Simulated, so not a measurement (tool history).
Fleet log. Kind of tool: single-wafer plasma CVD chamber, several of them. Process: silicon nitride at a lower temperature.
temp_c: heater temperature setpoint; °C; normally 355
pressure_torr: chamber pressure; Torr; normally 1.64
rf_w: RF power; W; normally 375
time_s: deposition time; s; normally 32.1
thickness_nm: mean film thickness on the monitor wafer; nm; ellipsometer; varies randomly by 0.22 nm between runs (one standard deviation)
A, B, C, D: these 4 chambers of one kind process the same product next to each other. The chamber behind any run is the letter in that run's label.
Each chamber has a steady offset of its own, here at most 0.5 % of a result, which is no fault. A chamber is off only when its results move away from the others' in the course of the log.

run	hour	temp_c	pressure_torr	rf_w	time_s	read-back reference wafer on the same gauge, thickness_nm	thickness_nm
1D	6.5	355	1.64	375	32.1	52.327	44.009
2B	15.5	355	1.64	375	32.1	52.373	43.797
3A	20	355	1.64	375	32.1	52.293	43.918
4C	29	355	1.64	375	32.1	52.304	43.875
# hour 39: chamber B: thermocouple changed; heater temperature recalibrated
5A	39.3	355	1.64	375	32.1	52.328	44.096
6D	48	355	1.64	375	32.1	52.355	43.453
7C	56.1	350	1.64	375	34.5	52.258	47.259
8B	61.4	350	1.64	375	34.5	52.317	47.555
9A	66	350	1.64	375	34.5	52.384	47.426
10B	71	350	1.64	375	34.5	52.348	47.21
11C	76.1	355	1.64	375	32.1	52.271	43.858
12D	81.5	355	1.64	375	32.1	52.308	43.399
13D	88	355	1.32	375	34.3	52.226	43.239
14B	94.2	355	1.32	375	34.3	52.325	44.128
15C	104	355	1.32	375	34.3	52.282	44.01
16A	112.4	355	1.32	375	34.3	52.334	43.959
17B	117.3	355	1.64	375	32.1	52.324	43.769
18A	123	355	1.64	375	32.1	52.309	43.837
19D	129.4	355	1.64	375	32.1	52.274	42.764
20C	134.1	355	1.64	375	32.1	52.339	43.249
# hour 135.5: chamber C: RF generator calibrated
21B	142.6	355	1.64	375	32.1	52.281	43.496
22C	149.5	355	1.64	375	32.1	52.292	43.795
23A	160	355	1.64	375	32.1	52.324	43.889
24D	168.6	363	1.64	375	32.1	52.253	42.447
25A	177.5	363	1.64	375	32.1	52.358	43.568

All 4 chambers run these settings next. Forecast each chamber's results:
26A	185	355	1.64	375	32.1		?
26B	185	355	1.64	375	32.1		?
26C	185	355	1.64	375	32.1		?
26D	185	355	1.64	375	32.1		?

run	thickness_nm
26A	44.203
26B	44.081
26C	43.953
26D	42.319
